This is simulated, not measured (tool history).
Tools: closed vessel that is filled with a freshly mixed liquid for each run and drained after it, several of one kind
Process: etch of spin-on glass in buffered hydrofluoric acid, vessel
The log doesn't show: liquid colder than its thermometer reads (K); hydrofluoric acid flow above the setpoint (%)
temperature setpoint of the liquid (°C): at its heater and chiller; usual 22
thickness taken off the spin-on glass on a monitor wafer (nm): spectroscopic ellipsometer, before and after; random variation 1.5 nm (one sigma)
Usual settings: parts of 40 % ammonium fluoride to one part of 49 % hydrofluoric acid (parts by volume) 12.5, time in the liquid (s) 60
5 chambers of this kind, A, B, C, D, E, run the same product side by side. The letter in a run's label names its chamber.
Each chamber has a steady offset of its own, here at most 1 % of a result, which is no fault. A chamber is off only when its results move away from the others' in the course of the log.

run   hour  temperature setpoint of the liquid (°C)  parts of 40 % ammonium fluoride to one part of 49 % hydrofluoric acid (parts by volume)  time in the liquid (s)  hours since the thermometer was replaced  hours since the hydrofluoric acid flow meter was replaced  read-back film thickness of the spin-on glass reference wafer, read on the same gauge (nm)  thickness taken off the spin-on glass on a monitor wafer (nm)
 1A   13.2                                       22                                                                                     12.5                      60                                    1350.8                                                      853.1                                                                                      109.99                                                         171.71
 2B   21.4                                       22                                                                                     12.5                      60                                     851.7                                                     1099.0                                                                                      110.00                                                         175.02
      21.5  -- chamber E: hydrofluoric acid flow meter replaced
 3D   30.6                                       22                                                                                     12.5                      60                                     397.5                                                      412.4                                                                                      109.99                                                         175.38
 4C   38.1                                       22                                                                                     12.5                      60                                     610.1                                                      588.9                                                                                      110.01                                                         175.71
 5E   48.5                                       22                                                                                     12.5                      60                                     270.5                                                       27.1                                                                                      110.00                                                         171.27
 6C   56.5                                       22                                                                                     12.5                      60                                     628.5                                                      607.3                                                                                      110.03                                                         177.49
 7D   62.9                                       22                                                                                     12.5                      60                                     429.8                                                      444.7                                                                                      110.00                                                         173.58
 8B   70.1                                       22                                                                                     12.5                      60                                     900.4                                                     1147.7                                                                                      109.99                                                         172.67
 9E   81.1                                       22                                                                                     12.5                      60                                     303.1                                                       59.7                                                                                      109.99                                                         174.14
10A   87.3                                       22                                                                                     12.5                      35                                    1424.9                                                      927.2                                                                                      109.99                                                         102.34
11C   97.0                                       22                                                                                     12.5                      35                                     669.0                                                      647.8                                                                                      110.01                                                         103.63
12A  106.2                                       22                                                                                     12.5                      35                                    1443.8                                                      946.1                                                                                      110.00                                                         100.54
13E  113.4                                       22                                                                                     12.5                      35                                     335.4                                                       92.0                                                                                      110.03                                                         102.57
14B  123.8                                       22                                                                                     12.5                      35                                     954.1                                                     1201.4                                                                                      110.00                                                         103.65
15D  134.0                                       22                                                                                     12.5                      60                                     500.9                                                      515.8                                                                                      110.00                                                         174.62
16A  140.1                                       22                                                                                     12.5                      60                                    1477.7                                                      980.0                                                                                      110.00                                                         173.24
17E  146.3                                       22                                                                                     12.5                      60                                     368.3                                                      124.9                                                                                      109.98                                                         172.01
18C  157.9                                       22                                                                                     12.5                      60                                     729.9                                                      708.7                                                                                      109.98                                                         186.96
19B  166.6                                       22                                                                                     12.5                      60                                     996.9                                                     1244.2                                                                                      109.98                                                         173.46
20D  174.9                                       22                                                                                     12.5                      60                                     541.8                                                      556.7                                                                                      110.01                                                         174.83
21B  185.8                                       22                                                                                     12.5                      60                                    1016.1                                                     1263.4                                                                                      110.00                                                         173.08
22C  197.9                                       22                                                                                     12.5                      60                                     769.9                                                      748.7                                                                                      110.01                                                         187.51
23E  203.9                                       22                                                                                     12.5                      60                                     425.9                                                      182.5                                                                                      109.97                                                         173.57
24D  210.5                                       22                                                                                     12.5                      60                                     577.4                                                      592.3                                                                                      110.00                                                         176.85
25A  220.6                                       22                                                                                     12.5                      60                                    1558.2                                                     1060.5                                                                                      109.99                                                         175.37
26D  233.5                                       22                                                                                     12.5                      60                                     600.4                                                      615.3                                                                                      110.02                                                         175.84
27E  244.7                                       22                                                                                     12.5                      60                                     466.7                                                      223.3                                                                                      110.02                                                         173.74
28B  251.8                                       22                                                                                     12.5                      60                                    1082.1                                                     1329.4                                                                                      109.99                                                         174.64
29A  261.5                                       22                                                                                     12.5                      60                                    1599.1                                                     1101.4                                                                                      109.99                                                         174.49
30C  270.6                                       22                                                                                     12.5                      60                                     842.6                                                      821.4                                                                                      109.97                                                         192.68
31A  280.8                                       22                                                                                     12.5                      60                                    1618.4                                                     1120.7                                                                                      109.99                                                         173.83
32E  291.4                                       22                                                                                     12.5                      60                                     513.4                                                      270.0                                                                                      110.00                                                         175.39
33D  303.2                                       22                                                                                     12.5                      60                                     670.1                                                      685.0                                                                                      110.01                                                         171.80
34B  312.3                                       22                                                                                     12.5                      60                                    1142.6                                                     1389.9                                                                                      110.01                                                         176.41
35C  323.1                                       22                                                                                     12.5                      60                                     895.1                                                      873.9                                                                                      110.01                                                         194.37

All 5 chambers run these settings next. Forecast each chamber's results:
36A  332.9                                       22                                                                                     12.5                      60                                                                                                                                                                                                                                                               ?
36B  332.9                                       22                                                                                     12.5                      60                                                                                                                                                                                                                                                               ?
36C  332.9                                       22                                                                                     12.5                      60                                                                                                                                                                                                                                                               ?
36D  332.9                                       22                                                                                     12.5                      60                                                                                                                                                                                                                                                               ?
36E  332.9                                       22                                                                                     12.5                      60                                                                                                                                                                                                                                                               ?

run  thickness taken off the spin-on glass on a monitor wafer (nm)
36A                                                         173.65
36B                                                         175.12
36C                                                         197.19
36D                                                         176.12
36E                                                         174.55

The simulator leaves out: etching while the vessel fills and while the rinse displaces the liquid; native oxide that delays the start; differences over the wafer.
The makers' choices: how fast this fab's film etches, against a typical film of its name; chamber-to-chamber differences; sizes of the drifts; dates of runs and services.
